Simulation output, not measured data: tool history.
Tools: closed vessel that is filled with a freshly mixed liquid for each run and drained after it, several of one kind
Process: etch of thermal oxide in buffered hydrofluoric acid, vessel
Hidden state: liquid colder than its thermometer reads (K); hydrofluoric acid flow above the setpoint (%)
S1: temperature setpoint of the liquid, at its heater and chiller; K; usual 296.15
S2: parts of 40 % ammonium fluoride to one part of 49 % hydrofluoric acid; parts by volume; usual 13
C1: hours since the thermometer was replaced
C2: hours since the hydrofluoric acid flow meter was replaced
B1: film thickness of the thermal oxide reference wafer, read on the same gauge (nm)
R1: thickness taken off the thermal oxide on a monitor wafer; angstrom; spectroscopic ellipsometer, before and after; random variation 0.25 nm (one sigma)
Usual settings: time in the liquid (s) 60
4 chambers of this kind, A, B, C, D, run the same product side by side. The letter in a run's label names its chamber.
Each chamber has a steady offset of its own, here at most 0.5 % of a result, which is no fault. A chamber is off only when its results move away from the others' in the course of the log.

{"run": "1C", "hour": 5.4, "S1": 296.15, "S2": 13, "time in the liquid (s)": 60, "C1": 185.4, "C2": 1794.4, "B1": 60, "R1": 519.65}
{"run": "2D", "hour": 11.1, "S1": 296.15, "S2": 13, "time in the liquid (s)": 60, "C1": 433, "C2": 540.5, "B1": 60.001, "R1": 509}
{"run": "3B", "hour": 15.7, "S1": 296.15, "S2": 13, "time in the liquid (s)": 60, "C1": 1181.4, "C2": 414.6, "B1": 59.972, "R1": 514.32}
{"hour": 16.8, "done": "chamber C: hydrofluoric acid flow meter replaced"}
{"run": "4A", "hour": 19.8, "S1": 296.15, "S2": 13, "time in the liquid (s)": 60, "C1": 1803.5, "C2": 82.1, "B1": 59.996, "R1": 514.56}
{"run": "5A", "hour": 24.1, "S1": 296.15, "S2": 13, "time in the liquid (s)": 60, "C1": 1807.8, "C2": 86.4, "B1": 60.025, "R1": 515.14}
{"run": "6C", "hour": 27.9, "S1": 296.15, "S2": 13, "time in the liquid (s)": 60, "C1": 207.9, "C2": 11.1, "B1": 60.004, "R1": 511.13}
{"run": "7D", "hour": 33.5, "S1": 296.15, "S2": 13, "time in the liquid (s)": 60, "C1": 455.4, "C2": 562.9, "B1": 60.001, "R1": 510.21}
{"run": "8B", "hour": 38.8, "S1": 296.15, "S2": 13, "time in the liquid (s)": 60, "C1": 1204.5, "C2": 437.7, "B1": 60.011, "R1": 514.66}
{"run": "9B", "hour": 43.5, "S1": 296.15, "S2": 10.5, "time in the liquid (s)": 60, "C1": 1209.2, "C2": 442.4, "B1": 60.073, "R1": 631.93}
{"run": "10D", "hour": 46.4, "S1": 296.15, "S2": 10.5, "time in the liquid (s)": 60, "C1": 468.3, "C2": 575.8, "B1": 60.008, "R1": 631.61}
{"run": "11C", "hour": 51.9, "S1": 296.15, "S2": 10.5, "time in the liquid (s)": 60, "C1": 231.9, "C2": 35.1, "B1": 60.002, "R1": 632}
{"run": "12A", "hour": 57.2, "S1": 296.15, "S2": 10.5, "time in the liquid (s)": 60, "C1": 1840.9, "C2": 119.5, "B1": 59.978, "R1": 629.36}
{"run": "13D", "hour": 62.0, "S1": 296.15, "S2": 13, "time in the liquid (s)": 60, "C1": 483.9, "C2": 591.4, "B1": 59.973, "R1": 503.96}
{"run": "14B", "hour": 67.6, "S1": 296.15, "S2": 13, "time in the liquid (s)": 60, "C1": 1233.3, "C2": 466.5, "B1": 59.997, "R1": 513.65}
{"run": "15A", "hour": 73.6, "S1": 296.15, "S2": 11, "time in the liquid (s)": 60, "C1": 1857.3, "C2": 135.9, "B1": 60.016, "R1": 605.28}
{"run": "16C", "hour": 77.3, "S1": 296.15, "S2": 11, "time in the liquid (s)": 60, "C1": 257.3, "C2": 60.5, "B1": 59.978, "R1": 601.71}
{"run": "17C", "hour": 83.5, "S1": 296.15, "S2": 11, "time in the liquid (s)": 60, "C1": 263.5, "C2": 66.7, "B1": 60.022, "R1": 599.81}
{"run": "18D", "hour": 89.0, "S1": 296.15, "S2": 11, "time in the liquid (s)": 60, "C1": 510.9, "C2": 618.4, "B1": 59.973, "R1": 585.92}
{"run": "19B", "hour": 93.7, "S1": 296.15, "S2": 13, "time in the liquid (s)": 60, "C1": 1259.4, "C2": 492.6, "B1": 59.965, "R1": 517.59}
{"run": "20A", "hour": 100.0, "S1": 296.15, "S2": 13, "time in the liquid (s)": 60, "C1": 1883.7, "C2": 162.3, "B1": 59.955, "R1": 516.88}
{"run": "21C", "hour": 104.5, "S1": 296.15, "S2": 13, "time in the liquid (s)": 60, "C1": 284.5, "C2": 87.7, "B1": 59.986, "R1": 515.22}
{"run": "22B", "hour": 108.2, "S1": 296.15, "S2": 13, "time in the liquid (s)": 60, "C1": 1273.9, "C2": 507.1, "B1": 59.999, "R1": 513.76}
{"run": "23D", "hour": 111.5, "S1": 296.15, "S2": 13, "time in the liquid (s)": 60, "C1": 533.4, "C2": 640.9, "B1": 60.001, "R1": 494.63}
{"run": "24A", "hour": 117.4, "S1": 296.15, "S2": 13, "time in the liquid (s)": 60, "C1": 1901.1, "C2": 179.7, "B1": 59.973, "R1": 512.25}
{"run": "25B", "hour": 120.1, "S1": 296.15, "S2": 13, "time in the liquid (s)": 60, "C1": 1285.8, "C2": 519, "B1": 59.983, "R1": 514.34}
{"run": "26A", "hour": 124.6, "S1": 296.15, "S2": 13, "time in the liquid (s)": 60, "C1": 1908.3, "C2": 186.9, "B1": 60.008, "R1": 511.65}
{"run": "27D", "hour": 130.1, "S1": 296.15, "S2": 13, "time in the liquid (s)": 60, "C1": 552, "C2": 659.5, "B1": 59.996, "R1": 486.73}
{"run": "28C", "hour": 135.4, "S1": 296.15, "S2": 13, "time in the liquid (s)": 60, "C1": 315.4, "C2": 118.6, "B1": 60.011, "R1": 514.48}
{"run": "29D", "hour": 140.8, "S1": 296.15, "S2": 13, "time in the liquid (s)": 60, "C1": 562.7, "C2": 670.2, "B1": 60.026, "R1": 486.12}
{"run": "30A", "hour": 146.7, "S1": 296.15, "S2": 13, "time in the liquid (s)": 30, "C1": 1930.4, "C2": 209, "B1": 60.007, "R1": 258.14}
{"run": "31B", "hour": 151.6, "S1": 296.15, "S2": 13, "time in the liquid (s)": 30, "C1": 1317.3, "C2": 550.5, "B1": 59.952, "R1": 257.77}

All 4 chambers run these settings next. Forecast each chamber's results:
{"run": "32A", "hour": 156.1, "S1": 296.15, "S2": 13, "time in the liquid (s)": 60, "R1": "?"}
{"run": "32B", "hour": 156.1, "S1": 296.15, "S2": 13, "time in the liquid (s)": 60, "R1": "?"}
{"run": "32C", "hour": 156.1, "S1": 296.15, "S2": 13, "time in the liquid (s)": 60, "R1": "?"}
{"run": "32D", "hour": 156.1, "S1": 296.15, "S2": 13, "time in the liquid (s)": 60, "R1": "?"}

run=32A R1=516.56
run=32B R1=511.74
run=32C R1=512.44
run=32D R1=484.93

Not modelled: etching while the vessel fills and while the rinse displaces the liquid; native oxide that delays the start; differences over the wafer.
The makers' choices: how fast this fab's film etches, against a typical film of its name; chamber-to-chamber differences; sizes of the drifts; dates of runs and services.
